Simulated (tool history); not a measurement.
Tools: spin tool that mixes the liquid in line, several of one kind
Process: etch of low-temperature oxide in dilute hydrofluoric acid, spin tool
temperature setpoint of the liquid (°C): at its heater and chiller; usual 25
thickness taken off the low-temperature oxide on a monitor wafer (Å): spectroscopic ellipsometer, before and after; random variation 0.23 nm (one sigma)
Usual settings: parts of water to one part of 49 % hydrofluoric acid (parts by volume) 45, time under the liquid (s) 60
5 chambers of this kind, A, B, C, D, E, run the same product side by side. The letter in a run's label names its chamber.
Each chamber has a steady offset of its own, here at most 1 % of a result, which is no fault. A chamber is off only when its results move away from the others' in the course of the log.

| run | hour | temperature setpoint of the liquid (°C) | parts of water to one part of 49 % hydrofluoric acid (parts by volume) | time under the liquid (s) | read-back film thickness of the low-temperature oxide reference wafer, read on the same gauge (nm) | thickness taken off the low-temperature oxide on a monitor wafer (Å) |
|---|---|---|---|---|---|---|
| 1B | 13.4 | 25 | 45 | 60 | 79.980 | 253.10 |
| 2A | 28.8 | 25 | 45 | 60 | 79.968 | 255.85 |
| 3D | 40.5 | 25 | 45 | 60 | 79.998 | 252.87 |
| 4E | 47.8 | 25 | 45 | 60 | 80.002 | 252.06 |
| 5C | 64.1 | 25 | 45 | 60 | 80.000 | 247.93 |
| 6E | 78.8 | 25 | 45 | 60 | 79.965 | 255.43 |
| 7A | 95.2 | 25 | 45 | 60 | 80.041 | 252.44 |
| 8C | 110.9 | 25 | 45 | 60 | 80.003 | 254.12 |
| 9B | 125.8 | 25 | 45 | 60 | 80.031 | 250.44 |
| 10D | 136.1 | 25 | 45 | 60 | 79.962 | 251.86 |
| 11B | 152.4 | 25 | 45 | 60 | 80.004 | 249.64 |
| 12A | 161.3 | 25 | 45 | 60 | 79.991 | 255.11 |
| 13C | 172.3 | 25 | 45 | 60 | 79.989 | 253.29 |
| 14E | 186.4 | 25 | 45 | 60 | 79.989 | 250.18 |
| 15D | 201.0 | 25 | 45 | 60 | 80.028 | 253.31 |
| 16D | 213.0 | 25 | 45 | 60 | 79.995 | 255.11 |
| 17A | 227.8 | 29 | 45 | 60 | 80.038 | 304.22 |
| 18E | 243.6 | 29 | 45 | 60 | 80.026 | 292.92 |
| 19C | 251.3 | 29 | 45 | 60 | 80.004 | 298.92 |
| 20B | 265.3 | 29 | 45 | 60 | 80.009 | 295.11 |
| 21A | 280.4 | 29 | 45 | 60 | 79.974 | 310.33 |
| 22D | 295.3 | 25 | 45 | 60 | 79.968 | 252.88 |
| 23B | 311.2 | 25 | 45 | 60 | 80.014 | 252.36 |
|  | 319.9 | chamber D: thermometer replaced |
| 24C | 321.5 | 25 | 45 | 60 | 80.037 | 254.07 |
| 25E | 330.7 | 25 | 45 | 60 | 80.011 | 248.93 |
| 26E | 339.4 | 25 | 45 | 60 | 79.981 | 248.24 |
| 27A | 354.6 | 25 | 45 | 60 | 79.982 | 273.88 |
| 28D | 365.5 | 23 | 45 | 30 | 79.982 | 116.15 |
| 29C | 379.6 | 23 | 45 | 30 | 79.999 | 116.90 |
| 30B | 389.3 | 23 | 45 | 30 | 80.014 | 115.34 |
| 31E | 402.1 | 23 | 45 | 30 | 79.993 | 115.92 |

Next, every chamber runs the same settings. What will each give?
| 32A | 414.0 | 25 | 45 | 60 |  | ? |
| 32B | 414.0 | 25 | 45 | 60 |  | ? |
| 32C | 414.0 | 25 | 45 | 60 |  | ? |
| 32D | 414.0 | 25 | 45 | 60 |  | ? |
| 32E | 414.0 | 25 | 45 | 60 |  | ? |

| run | thickness taken off the low-temperature oxide on a monitor wafer (Å) |
|---|---|
| 32A | 279.47 |
| 32B | 250.02 |
| 32C | 252.57 |
| 32D | 257.47 |
| 32E | 250.99 |

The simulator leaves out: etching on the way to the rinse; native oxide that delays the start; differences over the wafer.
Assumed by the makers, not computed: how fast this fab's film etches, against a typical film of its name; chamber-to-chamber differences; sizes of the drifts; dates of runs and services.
